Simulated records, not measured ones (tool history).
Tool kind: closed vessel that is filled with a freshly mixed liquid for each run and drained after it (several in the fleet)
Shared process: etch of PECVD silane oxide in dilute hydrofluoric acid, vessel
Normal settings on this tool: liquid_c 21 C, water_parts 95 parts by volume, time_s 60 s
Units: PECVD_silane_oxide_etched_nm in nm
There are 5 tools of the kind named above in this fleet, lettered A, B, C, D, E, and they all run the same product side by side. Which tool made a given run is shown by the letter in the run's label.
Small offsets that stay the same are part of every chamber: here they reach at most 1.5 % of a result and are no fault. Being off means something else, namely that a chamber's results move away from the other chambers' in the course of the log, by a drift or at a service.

run   hour  liquid_c  water_parts  time_s  hours since the thermometer was replaced  hours since the hydrofluoric acid flow meter was replaced  read-back film thickness of the PECVD silane oxide reference wafer, read on the same gauge (nm)  PECVD_silane_oxide_etched_nm
 1A      9        21           95      60                                    1394.4                                                       57.7                                                                                           109.98                          21.6
 2E   19.1        21           95      60                                     975.1                                                      395.1                                                                                           109.99                        21.091
 3C   24.9        21           95      60                                       169                                                     1384.7                                                                                           109.98                        21.364
      26.8  -- chamber A: thermometer replaced
 4D   31.5        21           95      60                                       768                                                     1030.2                                                                                              110                        21.215
 5B   41.7        21           95      60                                     338.6                                                      572.5                                                                                           110.04                        21.374
 6E   50.1        21           95      60                                    1006.1                                                      426.1                                                                                           110.02                        21.273
 7C     56        21          130      45                                     200.1                                                     1415.8                                                                                           110.01                        11.198
 8A   61.4        21          130      45                                      34.7                                                      110.1                                                                                           109.99                        11.363
 9D   71.3        21          130      45                                     807.8                                                       1070                                                                                           110.01                        11.076
10B   77.9        21          130      45                                     374.8                                                      608.7                                                                                           110.02                        11.307
11B   88.1        21          130      45                                       385                                                      618.9                                                                                           110.03                         11.39
12E   96.2        21           95      60                                    1052.2                                                      472.2                                                                                           109.97                        21.274
13A  103.3        21           95      60                                      76.6                                                        152                                                                                           110.01                        21.168
14D  109.4        25           95      60                                     845.9                                                     1108.1                                                                                           109.98                        24.885
15C  115.4        25           95      60                                     259.5                                                     1475.2                                                                                           109.96                        25.008
16B  125.7        25           95      60                                     422.6                                                      656.5                                                                                           109.98                        25.477
17A    136        25           95      60                                     109.3                                                      184.7                                                                                           110.01                        25.264
18D  141.6        25           95      60                                     878.1                                                     1140.3                                                                                           109.98                        24.715
19E  148.8        21           95      60                                    1104.8                                                      524.8                                                                                              110                        21.265
20C  154.3        21           95      60                                     298.4                                                     1514.1                                                                                           110.02                        21.362
21B  164.2        21           95      30                                     461.1                                                        695                                                                                           109.97                        11.213
22E  172.7        21           95      30                                    1128.7                                                      548.7                                                                                           110.06                        10.528
23D  180.1        21           95      30                                     916.6                                                     1178.8                                                                                           109.98                        10.649
24A  187.4        21           95      30                                     160.7                                                      236.1                                                                                           109.96                        10.596
25C    195        21           95      30                                     339.1                                                     1554.8                                                                                           110.01                        10.716
26D    203        21           95      60                                     939.5                                                     1201.7                                                                                              110                        21.441
27A  212.9        21           95      60                                     186.2                                                      261.6                                                                                           109.96                         21.64
       217  -- chamber C: hydrofluoric acid flow meter replaced
28B  219.3        21           95      60                                     516.2                                                      750.1                                                                                           110.03                        22.729
29E    224        21           95      60                                      1180                                                        600                                                                                              110                        21.457
30C  230.6        21           95      30                                     374.7                                                       13.7                                                                                           109.99                        10.711
31D  236.3        21           95      30                                     972.8                                                       1235                                                                                           109.99                        10.497
32B    247        21           95      30                                     543.9                                                      777.8                                                                                           109.99                        11.391
33E  257.7        21           95      30                                    1213.7                                                      633.7                                                                                           110.03                        10.713
34A  262.8        21           95      30                                     236.1                                                      311.5                                                                                              110                        10.708
35C  272.3        21           95      60                                     416.4                                                       55.4                                                                                              110                        21.326
36E  282.1        21           95      60                                    1238.1                                                      658.1                                                                                           109.97                        21.196

Next, every chamber runs the same settings. What will each give?
37A  289.9        21           95      85                                                                                                                                                                                                                                   ?
37B  289.9        21           95      85                                                                                                                                                                                                                                   ?
37C  289.9        21           95      85                                                                                                                                                                                                                                   ?
37D  289.9        21           95      85                                                                                                                                                                                                                                   ?
37E  289.9        21           95      85                                                                                                                                                                                                                                   ?

run  PECVD_silane_oxide_etched_nm
37A                         30.09
37B                        33.046
37C                        30.331
37D                        30.213
37E                        30.416
